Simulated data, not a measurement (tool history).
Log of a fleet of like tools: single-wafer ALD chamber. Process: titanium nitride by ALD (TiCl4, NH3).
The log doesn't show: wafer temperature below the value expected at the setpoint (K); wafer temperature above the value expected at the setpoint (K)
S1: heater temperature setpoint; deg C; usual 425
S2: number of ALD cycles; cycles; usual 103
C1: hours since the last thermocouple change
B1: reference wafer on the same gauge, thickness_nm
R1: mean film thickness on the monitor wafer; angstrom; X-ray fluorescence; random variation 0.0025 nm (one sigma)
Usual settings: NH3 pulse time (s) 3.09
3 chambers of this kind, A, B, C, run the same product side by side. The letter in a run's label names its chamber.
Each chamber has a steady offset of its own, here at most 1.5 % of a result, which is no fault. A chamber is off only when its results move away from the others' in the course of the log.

run 1A hour=11.3 | S1=425 S2=103 NH3_pulse_time_(s)=3.09 | C1=198.2 | B1=2.6111 | R1=23.403
run 2C hour=19.7 | S1=425 S2=103 NH3_pulse_time_(s)=3.09 | C1=1949.5 | B1=2.6108 | R1=23.124
run 3B hour=26.2 | S1=425 S2=103 NH3_pulse_time_(s)=3.09 | C1=1086.0 | B1=2.6103 | R1=23.451
-- hour=26.5 chamber C: thermocouple changed; heater temperature recalibrated
run 4A hour=36.7 | S1=425 S2=103 NH3_pulse_time_(s)=3.09 | C1=223.6 | B1=2.6122 | R1=23.392
run 5C hour=42.3 | S1=425 S2=103 NH3_pulse_time_(s)=3.09 | C1=15.9 | B1=2.6119 | R1=23.134
run 6B hour=48.5 | S1=425 S2=103 NH3_pulse_time_(s)=3.09 | C1=1108.3 | B1=2.6129 | R1=23.422
run 7A hour=54.2 | S1=425 S2=103 NH3_pulse_time_(s)=3.09 | C1=241.1 | B1=2.6130 | R1=23.316
run 8C hour=60.1 | S1=425 S2=103 NH3_pulse_time_(s)=3.09 | C1=33.7 | B1=2.6124 | R1=23.167
run 9B hour=69.0 | S1=425 S2=123 NH3_pulse_time_(s)=3.09 | C1=1128.8 | B1=2.6133 | R1=27.962
run 10A hour=77.5 | S1=425 S2=123 NH3_pulse_time_(s)=3.09 | C1=264.4 | B1=2.6143 | R1=27.950
run 11C hour=88.3 | S1=425 S2=123 NH3_pulse_time_(s)=3.09 | C1=61.9 | B1=2.6145 | R1=27.642
run 12B hour=95.6 | S1=425 S2=103 NH3_pulse_time_(s)=3.09 | C1=1155.4 | B1=2.6144 | R1=23.409
run 13B hour=105.1 | S1=425 S2=103 NH3_pulse_time_(s)=3.09 | C1=1164.9 | B1=2.6149 | R1=23.441
run 14A hour=110.4 | S1=425 S2=103 NH3_pulse_time_(s)=3.09 | C1=297.3 | B1=2.6146 | R1=23.438
run 15C hour=120.0 | S1=425 S2=103 NH3_pulse_time_(s)=3.09 | C1=93.6 | B1=2.6149 | R1=23.218
run 16A hour=126.2 | S1=425 S2=103 NH3_pulse_time_(s)=3.09 | C1=313.1 | B1=2.6160 | R1=23.374
run 17B hour=132.6 | S1=425 S2=103 NH3_pulse_time_(s)=3.09 | C1=1192.4 | B1=2.6166 | R1=23.437
run 18C hour=139.3 | S1=425 S2=103 NH3_pulse_time_(s)=3.09 | C1=112.9 | B1=2.6169 | R1=23.162
run 19C hour=148.1 | S1=412 S2=103 NH3_pulse_time_(s)=3.09 | C1=121.7 | B1=2.6178 | R1=23.170
run 20A hour=153.2 | S1=412 S2=103 NH3_pulse_time_(s)=3.09 | C1=340.1 | B1=2.6178 | R1=23.371
run 21B hour=158.7 | S1=412 S2=103 NH3_pulse_time_(s)=3.09 | C1=1218.5 | B1=2.6175 | R1=23.423
run 22A hour=167.4 | S1=425 S2=103 NH3_pulse_time_(s)=3.09 | C1=354.3 | B1=2.6186 | R1=23.401
run 23C hour=178.8 | S1=425 S2=103 NH3_pulse_time_(s)=3.09 | C1=152.4 | B1=2.6191 | R1=23.209
run 24B hour=189.7 | S1=425 S2=103 NH3_pulse_time_(s)=3.09 | C1=1249.5 | B1=2.6188 | R1=23.516
run 25C hour=195.4 | S1=425 S2=103 NH3_pulse_time_(s)=3.09 | C1=169.0 | B1=2.6191 | R1=23.206
run 26A hour=205.3 | S1=425 S2=123 NH3_pulse_time_(s)=3.09 | C1=392.2 | B1=2.6207 | R1=28.012
run 27B hour=213.0 | S1=425 S2=123 NH3_pulse_time_(s)=3.09 | C1=1272.8 | B1=2.6206 | R1=28.020
run 28A hour=219.4 | S1=425 S2=123 NH3_pulse_time_(s)=3.09 | C1=406.3 | B1=2.6203 | R1=27.988
run 29B hour=231.0 | S1=420 S2=91 NH3_pulse_time_(s)=3.09 | C1=1290.8 | B1=2.6208 | R1=20.755

All 3 chambers run these settings next. Forecast each chamber's results:
run 30A hour=239.3 | S1=416 S2=103 NH3_pulse_time_(s)=3.09 | R1=?
run 30B hour=239.3 | S1=416 S2=103 NH3_pulse_time_(s)=3.09 | R1=?
run 30C hour=239.3 | S1=416 S2=103 NH3_pulse_time_(s)=3.09 | R1=?

run=30A R1=23.475
run=30B R1=23.472
run=30C R1=23.170
